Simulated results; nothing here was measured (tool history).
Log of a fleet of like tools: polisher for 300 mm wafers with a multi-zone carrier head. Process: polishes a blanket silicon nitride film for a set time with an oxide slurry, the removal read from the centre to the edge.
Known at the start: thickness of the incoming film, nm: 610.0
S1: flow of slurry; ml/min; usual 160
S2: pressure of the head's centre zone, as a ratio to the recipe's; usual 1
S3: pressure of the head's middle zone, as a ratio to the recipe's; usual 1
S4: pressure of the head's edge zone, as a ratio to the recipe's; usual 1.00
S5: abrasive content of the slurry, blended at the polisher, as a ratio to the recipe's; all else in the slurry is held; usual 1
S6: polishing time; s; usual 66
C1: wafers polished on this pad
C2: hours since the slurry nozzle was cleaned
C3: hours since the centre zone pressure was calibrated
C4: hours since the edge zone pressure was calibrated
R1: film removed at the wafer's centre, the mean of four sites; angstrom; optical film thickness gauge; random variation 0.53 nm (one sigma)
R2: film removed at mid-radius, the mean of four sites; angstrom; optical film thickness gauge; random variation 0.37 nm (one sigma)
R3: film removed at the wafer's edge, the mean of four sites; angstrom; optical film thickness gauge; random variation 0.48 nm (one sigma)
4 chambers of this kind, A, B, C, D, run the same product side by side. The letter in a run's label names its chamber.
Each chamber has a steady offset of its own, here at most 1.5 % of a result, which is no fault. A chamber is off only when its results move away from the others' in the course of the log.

| run | hour | S1 | S2 | S3 | S4 | S5 | S6 | C1 | C2 | C3 | C4 | R1 | R2 | R3 |
|---|---|---|---|---|---|---|---|---|---|---|---|---|---|---|
| 1B | 7.8 | 160 | 1 | 1 | 1.00 | 1 | 66 | 307 | 136.0 | 228.0 | 207.1 | 419.95 | 413.18 | 423.02 |
|  | 15.3 | chamber D: worn pad replaced by a new one |
| 2A | 15.7 | 160 | 1 | 1 | 1.00 | 1 | 66 | 683 | 213.1 | 223.3 | 734.9 | 420.27 | 418.72 | 423.31 |
| 3C | 29.4 | 160 | 1 | 1 | 1.00 | 1 | 66 | 745 | 101.8 | 483.1 | 71.3 | 432.44 | 432.23 | 428.43 |
|  | 38.6 | chamber C: worn pad replaced by a new one |
| 4D | 42.8 | 160 | 1 | 1 | 1.00 | 1 | 66 | 251 | 503.4 | 894.5 | 437.8 | 430.40 | 422.85 | 419.53 |
| 5A | 50.8 | 160 | 1 | 1 | 1.00 | 1 | 66 | 1004 | 248.2 | 258.4 | 770.0 | 419.00 | 420.05 | 421.78 |
| 6B | 63.7 | 160 | 1 | 1 | 1.00 | 1 | 66 | 818 | 191.9 | 283.9 | 263.0 | 421.57 | 425.36 | 418.96 |
|  | 67.6 | chamber A: worn pad replaced by a new one |
| 7D | 70.1 | 160 | 1 | 1 | 1.00 | 1 | 66 | 501 | 530.7 | 921.8 | 465.1 | 435.74 | 421.22 | 419.52 |
|  | 77.7 | chamber B: worn pad replaced by a new one |
| 8C | 78.3 | 160 | 1 | 1 | 1.00 | 1 | 66 | 363 | 150.7 | 532.0 | 120.2 | 424.35 | 429.68 | 417.72 |
| 9A | 88.9 | 160 | 1 | 1 | 1.00 | 1 | 66 | 195 | 286.3 | 296.5 | 808.1 | 415.54 | 423.66 | 419.96 |
| 10D | 95.7 | 160 | 1 | 1 | 1.00 | 1 | 66 | 735 | 556.3 | 947.4 | 490.7 | 430.17 | 416.34 | 421.97 |
|  | 105.1 | chamber C: centre zone pressure recalibrated |
| 11B | 109.4 | 160 | 1 | 1 | 1.00 | 1 | 66 | 290 | 237.6 | 329.6 | 308.7 | 429.10 | 418.15 | 425.09 |
| 12C | 121.0 | 160 | 1 | 1 | 1.00 | 1 | 66 | 754 | 193.4 | 16.0 | 162.9 | 416.97 | 428.39 | 418.41 |
| 13A | 133.9 | 160 | 1 | 1 | 1.00 | 1 | 66 | 606 | 331.3 | 341.5 | 853.1 | 421.78 | 414.49 | 432.08 |
|  | 136.4 | chamber C: worn pad replaced by a new one |
| 14D | 140.2 | 160 | 1 | 1 | 1.00 | 1 | 66 | 1142 | 600.8 | 991.9 | 535.2 | 424.08 | 422.16 | 423.10 |
|  | 142.0 | chamber D: worn pad replaced by a new one |
|  | 149.1 | chamber A: slurry nozzle cleaned |
| 15B | 150.2 | 160 | 1 | 1 | 1.00 | 1 | 66 | 664 | 278.4 | 370.4 | 349.5 | 426.95 | 414.86 | 422.84 |
| 16C | 156.5 | 160 | 1 | 1 | 1.00 | 1 | 66 | 183 | 228.9 | 51.5 | 198.4 | 416.48 | 428.96 | 422.15 |
| 17C | 163.3 | 160 | 1 | 1 | 1.00 | 1 | 59 | 246 | 235.7 | 58.3 | 205.2 | 382.61 | 378.80 | 378.59 |
|  | 169.5 | chamber B: centre zone pressure recalibrated |
| 18D | 173.0 | 160 | 1 | 1 | 1.00 | 1 | 59 | 284 | 633.6 | 1024.7 | 568.0 | 373.08 | 378.89 | 374.31 |
|  | 178.1 | chamber B: slurry nozzle cleaned |
|  | 179.2 | chamber B: worn pad replaced by a new one |
|  | 184.3 | chamber A: worn pad replaced by a new one |
| 19B | 185.7 | 160 | 1 | 1 | 1.00 | 1 | 59 | 59 | 7.7 | 16.2 | 385.0 | 378.40 | 379.53 | 380.72 |
|  | 190.2 | chamber D: centre zone pressure recalibrated |
| 20A | 198.3 | 160 | 1 | 1 | 1.00 | 1 | 59 | 128 | 49.3 | 405.9 | 917.5 | 374.20 | 378.01 | 381.17 |
| 21D | 209.8 | 160 | 1 | 1 | 1.00 | 1 | 66 | 620 | 670.4 | 19.7 | 604.8 | 428.48 | 411.36 | 420.54 |
|  | 211.3 | chamber D: edge zone pressure recalibrated |
| 22B | 216.6 | 160 | 1 | 1 | 0.91 | 1 | 66 | 342 | 38.6 | 47.1 | 415.9 | 415.54 | 425.75 | 404.76 |
|  | 223.3 | chamber A: centre zone pressure recalibrated |
| 23C | 223.4 | 160 | 1 | 1 | 0.91 | 1 | 66 | 796 | 295.8 | 118.4 | 265.3 | 424.87 | 427.62 | 399.12 |
| 24A | 232.4 | 160 | 1 | 1 | 0.91 | 1 | 66 | 440 | 83.4 | 9.2 | 951.6 | 426.71 | 419.36 | 402.23 |
| 25A | 243.3 | 160 | 1 | 1 | 0.91 | 1 | 66 | 540 | 94.3 | 20.1 | 962.5 | 424.54 | 422.57 | 404.90 |
|  | 244.8 | chamber C: worn pad replaced by a new one |
| 26D | 252.2 | 160 | 1 | 1 | 1.00 | 1 | 66 | 1008 | 712.8 | 62.1 | 40.9 | 426.07 | 417.12 | 423.67 |
| 27B | 265.4 | 160 | 1 | 1 | 1.00 | 1 | 66 | 788 | 87.4 | 95.9 | 464.7 | 425.97 | 424.83 | 420.98 |
|  | 271.3 | chamber D: worn pad replaced by a new one |
| 28C | 273.1 | 140 | 1 | 1 | 1.00 | 1 | 80 | 259 | 345.5 | 168.1 | 315.0 | 494.80 | 513.03 | 494.51 |
|  | 279.6 | chamber B: worn pad replaced by a new one |
| 29B | 287.0 | 140 | 1 | 1 | 1.00 | 1 | 80 | 67 | 109.0 | 117.5 | 486.3 | 490.10 | 500.38 | 504.81 |
| 30D | 293.3 | 140 | 1 | 1 | 1.00 | 1 | 80 | 202 | 753.9 | 103.2 | 82.0 | 494.26 | 497.27 | 496.63 |
|  | 295.8 | chamber D: slurry nozzle cleaned |
| 31A | 301.4 | 140 | 1 | 1 | 1.00 | 1 | 80 | 1072 | 152.4 | 78.2 | 1020.6 | 492.31 | 495.12 | 496.86 |
| 32C | 310.7 | 160 | 1 | 1 | 1.00 | 1 | 66 | 603 | 383.1 | 205.7 | 352.6 | 419.94 | 425.91 | 412.19 |
|  | 316.3 | chamber A: worn pad replaced by a new one |
| 33B | 322.7 | 160 | 1 | 1 | 1.00 | 1 | 66 | 394 | 144.7 | 153.2 | 522.0 | 421.13 | 421.46 | 428.05 |
| 34A | 330.1 | 160 | 1 | 1 | 1.00 | 1 | 66 | 126 | 181.1 | 106.9 | 1049.3 | 415.71 | 421.13 | 421.14 |
|  | 334.9 | chamber C: worn pad replaced by a new one |
| 35D | 336.1 | 160 | 1 | 1 | 1.00 | 1 | 66 | 593 | 40.3 | 146.0 | 124.8 | 426.36 | 416.42 | 423.46 |
| 36C | 346.8 | 160 | 1 | 1 | 1.00 | 1 | 66 | 108 | 419.2 | 241.8 | 388.7 | 420.30 | 431.14 | 420.26 |
| 37B | 358.1 | 160 | 1 | 1 | 1.00 | 1 | 66 | 718 | 180.1 | 188.6 | 557.4 | 417.64 | 421.80 | 425.54 |
| 38D | 371.0 | 160 | 1 | 1 | 1.00 | 1 | 66 | 912 | 75.2 | 180.9 | 159.7 | 423.20 | 423.14 | 425.27 |
| 39C | 377.3 | 160 | 1 | 1 | 1.00 | 1 | 66 | 387 | 449.7 | 272.3 | 419.2 | 421.36 | 427.14 | 423.49 |
| 40A | 384.0 | 160 | 1 | 1 | 1.00 | 1 | 66 | 619 | 235.0 | 160.8 | 1103.2 | 411.80 | 418.73 | 414.28 |
| 41D | 396.2 | 160 | 1 | 1 | 1.00 | 1 | 66 | 1143 | 100.4 | 206.1 | 184.9 | 424.86 | 420.64 | 432.32 |
| 42A | 408.0 | 160 | 1 | 1 | 1.00 | 1 | 66 | 839 | 259.0 | 184.8 | 1127.2 | 420.05 | 418.15 | 422.80 |
| 43C | 415.5 | 160 | 1 | 1 | 1.00 | 1 | 66 | 737 | 487.9 | 310.5 | 457.4 | 427.21 | 432.10 | 418.28 |

Next, every chamber runs the same settings. What will each give?
| 44A | 425.5 | 160 | 1 | 1 | 1.00 | 1 | 66 |  |  |  |  | ? | ? | ? |
| 44B | 425.5 | 160 | 1 | 1 | 1.00 | 1 | 66 |  |  |  |  | ? | ? | ? |
| 44C | 425.5 | 160 | 1 | 1 | 1.00 | 1 | 66 |  |  |  |  | ? | ? | ? |
| 44D | 425.5 | 160 | 1 | 1 | 1.00 | 1 | 66 |  |  |  |  | ? | ? | ? |

| run | R1 | R2 | R3 |
|---|---|---|---|
| 44A | 423.10 | 417.70 | 410.56 |
| 44B | 426.84 | 420.31 | 431.02 |
| 44C | 427.67 | 423.74 | 414.45 |
| 44D | 415.45 | 415.08 | 421.84 |
